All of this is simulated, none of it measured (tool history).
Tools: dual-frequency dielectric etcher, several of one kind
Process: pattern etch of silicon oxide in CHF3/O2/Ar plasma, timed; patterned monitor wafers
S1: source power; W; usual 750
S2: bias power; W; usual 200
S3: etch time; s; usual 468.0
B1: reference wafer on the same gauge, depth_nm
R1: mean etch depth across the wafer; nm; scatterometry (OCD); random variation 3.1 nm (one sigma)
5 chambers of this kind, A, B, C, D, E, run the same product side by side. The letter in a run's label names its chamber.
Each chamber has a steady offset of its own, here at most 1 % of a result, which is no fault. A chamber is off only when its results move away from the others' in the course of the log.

run     day   S1   S2     S3      B1       R1
 1E   0.346  750  200  468.0  1019.6  1046.10
 2B   0.596  750  200  468.0  1020.3  1034.20
 3A   0.954  750  200  468.0  1019.5  1050.30
 4D   1.212  750  200  468.0  1020.3  1043.80
 5C   1.458  750  200  468.0  1020.2  1055.80
 6C   1.688  750  200  468.0  1019.4  1053.60
 7B   2.012  750  200  468.0  1021.0  1035.50
 8D   2.283  750  200  468.0  1019.4  1040.80
 9E   2.550  750  200  468.0  1020.5  1051.20
10A   2.771  750  200  468.0  1019.8  1048.20
11B   3.100  920  237  468.0  1020.2  1184.30
12D   3.342  920  237  468.0  1020.0  1193.90
13E   3.612  920  237  468.0  1020.3  1198.00
14A   3.854  920  237  468.0  1020.1  1193.40
15C   4.208  920  237  468.0  1020.4  1213.50
16D   4.412  750  200  468.0  1019.7  1043.30
17A   4.583  570  200  348.5  1020.0   699.51
18B   4.908  570  200  348.5  1019.8   690.60
19C   5.079  570  200  348.5  1020.5   702.64
      5.104  -- chamber A: wet clean of the chamber
20E   5.354  570  200  348.5  1020.4   702.88
21B   5.575  570  200  348.5  1020.2   692.65
22E   5.742  750  200  468.0  1020.1  1046.20
23D   6.050  750  200  468.0  1019.4  1043.40
24A   6.292  920  200  468.0  1019.2  1132.40
25C   6.467  920  200  468.0  1019.3  1141.10
26C   6.683  920  200  468.0  1020.2  1142.30
27B   6.904  920  200  468.0  1020.5  1101.90
28D   7.158  920  200  468.0  1020.2  1125.00
29E   7.404  750  200  468.0  1020.9  1048.20
30A   7.571  750  200  468.0  1021.1  1048.20
      7.729  -- chamber D: wet clean of the chamber
31A   7.742  750  200  468.0  1020.4  1045.30
      7.929  -- chamber C: wet clean of the chamber
32D   7.946  750  200  468.0  1020.1  1040.40
33B   8.196  750  200  468.0  1018.9  1015.80
34E   8.412  750  200  468.0  1019.6  1047.10
35C   8.667  750  200  468.0  1019.7  1056.70
36C   8.896  750  200  468.0  1020.0  1051.80
37E   9.250  750  156  468.0  1020.4   965.54
38B   9.517  750  156  468.0  1020.0   933.19
39A   9.888  750  156  468.0  1020.3   959.36
40D  10.175  750  156  468.0  1019.5   959.60
41B  10.404  750  156  468.0  1019.6   930.86
42D  10.675  750  200  468.0  1019.8  1046.90

Is one chamber off against the others, does the gauge drift, or is nothing wrong? If a chamber is off, say which, and what the likeliest cause is.

Chamber B drifts away from the others.
Cause: etch rate under this chamber's usual, % = 3.07.

Here are 4 candidates for chamber B's next run, each the usual settings with a change, their results left as question marks. Which one brings its results back in line with what the others give on the usual settings?
In line means no further than this from the other chambers' mean on the usual settings: R1 11.00 nm
43B-1  10.946  770  204  468.0       ?
43B-2  10.946  760  200  484.5       ?
43B-3  10.946  670  200  468.0       ?
43B-4  10.946  750  199  462.0       ?

The other chambers' mean on the usual settings: R1 1047.80 nm
  run       R1
43B-1  1024.50
43B-2  1048.30
43B-3   965.79
43B-4   992.91
43B-2 brings the chamber back in line.
